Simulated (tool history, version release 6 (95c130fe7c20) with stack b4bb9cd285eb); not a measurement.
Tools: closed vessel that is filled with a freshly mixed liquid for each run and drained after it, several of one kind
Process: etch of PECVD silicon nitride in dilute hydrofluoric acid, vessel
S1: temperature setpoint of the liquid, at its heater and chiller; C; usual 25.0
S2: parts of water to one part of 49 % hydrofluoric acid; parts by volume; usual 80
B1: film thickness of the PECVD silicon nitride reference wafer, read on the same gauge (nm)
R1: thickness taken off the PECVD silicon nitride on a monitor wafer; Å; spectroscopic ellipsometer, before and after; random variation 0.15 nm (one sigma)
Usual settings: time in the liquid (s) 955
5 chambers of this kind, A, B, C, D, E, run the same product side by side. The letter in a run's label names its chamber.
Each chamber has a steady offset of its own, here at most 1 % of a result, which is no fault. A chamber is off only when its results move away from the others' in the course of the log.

run 1D hour=8.2 | S1=25.0 S2=80 time_in_the_liquid_(s)=955 | B1=119.99 | R1=359.86
run 2C hour=19.5 | S1=25.0 S2=80 time_in_the_liquid_(s)=955 | B1=119.98 | R1=363.54
run 3B hour=31.2 | S1=25.0 S2=80 time_in_the_liquid_(s)=955 | B1=120.03 | R1=366.34
run 4E hour=39.6 | S1=25.0 S2=80 time_in_the_liquid_(s)=955 | B1=119.98 | R1=360.95
-- hour=47.8 chamber C: thermometer replaced
run 5A hour=53.7 | S1=25.0 S2=80 time_in_the_liquid_(s)=955 | B1=120.02 | R1=361.56
run 6B hour=63.8 | S1=25.0 S2=80 time_in_the_liquid_(s)=955 | B1=120.01 | R1=364.69
run 7E hour=75.4 | S1=25.0 S2=80 time_in_the_liquid_(s)=955 | B1=120.02 | R1=360.81
run 8A hour=88.0 | S1=25.0 S2=80 time_in_the_liquid_(s)=755 | B1=120.03 | R1=285.13
run 9C hour=98.3 | S1=25.0 S2=80 time_in_the_liquid_(s)=755 | B1=120.01 | R1=285.80
run 10D hour=111.6 | S1=25.0 S2=80 time_in_the_liquid_(s)=755 | B1=119.95 | R1=284.26
run 11B hour=123.3 | S1=25.0 S2=80 time_in_the_liquid_(s)=755 | B1=120.02 | R1=289.75
run 12A hour=131.7 | S1=25.0 S2=80 time_in_the_liquid_(s)=755 | B1=119.99 | R1=286.18
run 13C hour=141.0 | S1=25.0 S2=80 time_in_the_liquid_(s)=1175 | B1=119.97 | R1=444.20
run 14D hour=155.2 | S1=25.0 S2=80 time_in_the_liquid_(s)=1175 | B1=120.02 | R1=440.64
run 15E hour=161.8 | S1=25.0 S2=80 time_in_the_liquid_(s)=1175 | B1=120.05 | R1=444.40
run 16B hour=175.8 | S1=25.0 S2=80 time_in_the_liquid_(s)=1175 | B1=119.99 | R1=450.29
run 17D hour=185.2 | S1=25.0 S2=80 time_in_the_liquid_(s)=1175 | B1=119.98 | R1=443.47
run 18C hour=193.8 | S1=25.0 S2=80 time_in_the_liquid_(s)=955 | B1=119.98 | R1=361.03
run 19E hour=200.7 | S1=27.5 S2=80 time_in_the_liquid_(s)=955 | B1=119.97 | R1=428.81
-- hour=203.3 chamber A: thermometer replaced
run 20A hour=210.4 | S1=27.5 S2=80 time_in_the_liquid_(s)=955 | B1=120.01 | R1=423.26
run 21B hour=221.6 | S1=27.5 S2=80 time_in_the_liquid_(s)=955 | B1=120.01 | R1=428.55
run 22A hour=233.9 | S1=27.5 S2=80 time_in_the_liquid_(s)=955 | B1=120.01 | R1=427.08
-- hour=234.0 chamber E: thermometer replaced
-- hour=242.4 chamber D: hydrofluoric acid flow meter replaced
run 23E hour=247.3 | S1=27.5 S2=80 time_in_the_liquid_(s)=955 | B1=120.00 | R1=429.67
run 24C hour=256.5 | S1=25.0 S2=80 time_in_the_liquid_(s)=955 | B1=120.02 | R1=363.09
-- hour=259.6 chamber E: hydrofluoric acid flow meter replaced
run 25D hour=268.1 | S1=25.0 S2=80 time_in_the_liquid_(s)=955 | B1=119.97 | R1=361.17
run 26D hour=274.3 | S1=25.0 S2=80 time_in_the_liquid_(s)=955 | B1=119.93 | R1=360.41
run 27B hour=284.2 | S1=25.0 S2=80 time_in_the_liquid_(s)=955 | B1=119.97 | R1=365.51
run 28C hour=294.0 | S1=25.0 S2=80 time_in_the_liquid_(s)=955 | B1=120.02 | R1=361.22
run 29A hour=306.9 | S1=25.0 S2=80 time_in_the_liquid_(s)=600 | B1=120.08 | R1=227.12
run 30E hour=320.4 | S1=25.0 S2=80 time_in_the_liquid_(s)=600 | B1=120.01 | R1=229.04
run 31C hour=330.7 | S1=25.0 S2=80 time_in_the_liquid_(s)=600 | B1=119.96 | R1=225.91
run 32B hour=343.8 | S1=25.0 S2=80 time_in_the_liquid_(s)=600 | B1=120.00 | R1=228.00
run 33A hour=353.2 | S1=25.0 S2=80 time_in_the_liquid_(s)=600 | B1=120.00 | R1=226.67
run 34D hour=365.8 | S1=20.5 S2=80 time_in_the_liquid_(s)=1410 | B1=120.05 | R1=393.58
run 35E hour=379.8 | S1=20.5 S2=80 time_in_the_liquid_(s)=1410 | B1=119.99 | R1=393.52

All 5 chambers run these settings next. Forecast each chamber's results:
run 36A hour=389.9 | S1=25.0 S2=80 time_in_the_liquid_(s)=955 | R1=?
run 36B hour=389.9 | S1=25.0 S2=80 time_in_the_liquid_(s)=955 | R1=?
run 36C hour=389.9 | S1=25.0 S2=80 time_in_the_liquid_(s)=955 | R1=?
run 36D hour=389.9 | S1=25.0 S2=80 time_in_the_liquid_(s)=955 | R1=?
run 36E hour=389.9 | S1=25.0 S2=80 time_in_the_liquid_(s)=955 | R1=?

run=36A R1=364.05
run=36B R1=364.26
run=36C R1=361.94
run=36D R1=361.40
run=36E R1=362.66
